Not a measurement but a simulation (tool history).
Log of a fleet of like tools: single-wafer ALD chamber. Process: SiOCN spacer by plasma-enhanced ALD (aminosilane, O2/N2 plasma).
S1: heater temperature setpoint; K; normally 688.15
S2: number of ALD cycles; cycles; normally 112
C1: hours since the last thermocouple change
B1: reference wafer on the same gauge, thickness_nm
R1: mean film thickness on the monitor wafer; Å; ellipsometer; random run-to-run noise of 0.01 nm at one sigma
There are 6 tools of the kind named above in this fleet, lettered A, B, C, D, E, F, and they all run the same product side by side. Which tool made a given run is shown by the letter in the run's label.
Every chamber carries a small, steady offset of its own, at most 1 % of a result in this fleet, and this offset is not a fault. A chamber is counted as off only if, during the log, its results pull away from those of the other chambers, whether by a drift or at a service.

Run 1B, hour 13.4: usual settings; C1 1602.3; B1 5.8016. Result: R1 64.556 Å.
Run 2D, hour 23.7: usual settings; C1 349.8; B1 5.8007. Result: R1 64.285 Å.
Run 3C, hour 38.2: usual settings; C1 82.0; B1 5.8035. Result: R1 64.783 Å.
Run 4E, hour 48.1: usual settings; C1 298.3; B1 5.8043. Result: R1 65.051 Å.
Run 5A, hour 62.5: usual settings; C1 2080.5; B1 5.8056. Result: R1 64.813 Å.
Run 6F, hour 70.4: usual settings but S1 681.15 K, S2 120 cycles; C1 1076.8; B1 5.8079. Result: R1 70.846 Å.
Run 7A, hour 85.0: usual settings but S1 681.15 K, S2 120 cycles; C1 2103.0; B1 5.8067. Result: R1 71.201 Å.
Run 8F, hour 97.6: usual settings but S1 681.15 K, S2 120 cycles; C1 1104.0; B1 5.8060. Result: R1 70.828 Å.
Run 9C, hour 111.7: usual settings but S1 681.15 K, S2 120 cycles; C1 155.5; B1 5.8110. Result: R1 70.669 Å.
Run 10E, hour 125.6: usual settings but S1 681.15 K, S2 120 cycles; C1 375.8; B1 5.8082. Result: R1 71.157 Å.
Run 11B, hour 137.3: usual settings but S1 681.15 K, S2 120 cycles; C1 1726.2; B1 5.8138. Result: R1 70.556 Å.
Run 12D, hour 145.0: usual settings; C1 471.1; B1 5.8129. Result: R1 64.320 Å.
Run 13A, hour 154.5: usual settings; C1 2172.5; B1 5.8136. Result: R1 64.939 Å.
Run 14F, hour 164.6: usual settings but S1 701.15 K, S2 134 cycles; C1 1171.0; B1 5.8145. Result: R1 74.207 Å.
Run 15B, hour 171.6: usual settings but S1 701.15 K, S2 134 cycles; C1 1760.5; B1 5.8127. Result: R1 73.854 Å.
Run 16C, hour 178.9: usual settings but S1 701.15 K, S2 134 cycles; C1 222.7; B1 5.8130. Result: R1 74.325 Å.
Run 17E, hour 190.3: usual settings but S1 701.15 K, S2 134 cycles; C1 440.5; B1 5.8147. Result: R1 74.789 Å.
Run 18D, hour 198.3: usual settings but S1 701.15 K, S2 134 cycles; C1 524.4; B1 5.8172. Result: R1 73.755 Å.
Run 19F, hour 212.7: usual settings but S1 701.15 K, S2 134 cycles; C1 1219.1; B1 5.8188. Result: R1 74.381 Å.
Run 20C, hour 225.2: usual settings; C1 269.0; B1 5.8178. Result: R1 65.048 Å.
Run 21E, hour 236.1: usual settings; C1 486.3; B1 5.8188. Result: R1 64.984 Å.
Run 22D, hour 245.4: usual settings; C1 571.5; B1 5.8224. Result: R1 64.556 Å.
Run 23B, hour 251.8: usual settings; C1 1840.7; B1 5.8212. Result: R1 64.639 Å.
Run 24A, hour 260.2: usual settings; C1 2278.2; B1 5.8197. Result: R1 65.203 Å.
Run 25E, hour 269.5: usual settings but S1 699.15 K; C1 519.7; B1 5.8218. Result: R1 62.807 Å.
Run 26F, hour 278.6: usual settings but S1 699.15 K; C1 1285.0; B1 5.8236. Result: R1 62.716 Å.
Run 27A, hour 290.6: usual settings but S1 699.15 K; C1 2308.6; B1 5.8232. Result: R1 62.961 Å.
Run 28D, hour 301.7: usual settings but S1 699.15 K; C1 627.8; B1 5.8231. Result: R1 62.306 Å.
Run 29B, hour 315.3: usual settings but S1 699.15 K; C1 1904.2; B1 5.8265. Result: R1 62.436 Å.
Run 30C, hour 325.8: usual settings but S1 699.15 K; C1 369.6; B1 5.8269. Result: R1 62.729 Å.
Run 31D, hour 337.5: usual settings; C1 663.6; B1 5.8277. Result: R1 64.531 Å.
Run 32C, hour 351.7: usual settings but S1 699.15 K, S2 92 cycles; C1 395.5; B1 5.8291. Result: R1 51.572 Å.
Run 33B, hour 365.4: usual settings but S1 699.15 K, S2 92 cycles; C1 1954.3; B1 5.8301. Result: R1 51.468 Å.
Run 34F, hour 379.2: usual settings but S1 699.15 K, S2 92 cycles; C1 1385.6; B1 5.8309. Result: R1 51.551 Å.
Run 35A, hour 392.8: usual settings but S1 699.15 K, S2 92 cycles; C1 2410.8; B1 5.8321. Result: R1 51.802 Å.
Run 36E, hour 400.9: usual settings but S1 699.15 K, S2 92 cycles; C1 651.1; B1 5.8348. Result: R1 51.841 Å.
Run 37C, hour 413.1: usual settings but S1 699.15 K, S2 92 cycles; C1 456.9; B1 5.8323. Result: R1 51.529 Å.
Run 38D, hour 427.8: usual settings; C1 753.9; B1 5.8328. Result: R1 64.509 Å.
Run 39A, hour 438.2: usual settings; C1 2456.2; B1 5.8341. Result: R1 65.408 Å.
Run 40B, hour 447.1: usual settings; C1 2036.0; B1 5.8368. Result: R1 65.024 Å.
Run 41E, hour 453.7: usual settings but S1 679.15 K, S2 90 cycles; C1 703.9; B1 5.8345. Result: R1 53.756 Å.

Which is it: a chamber that has drifted or been left off by a service, a gauge drift common to all chambers, or only each chamber's usual small offset? If a chamber is off, name it and its likeliest cause.

None of the chambers is off. What moves is the gauge, dragging all their readings along together.
Most likely cause: gauge reads high (%) = 0.655.
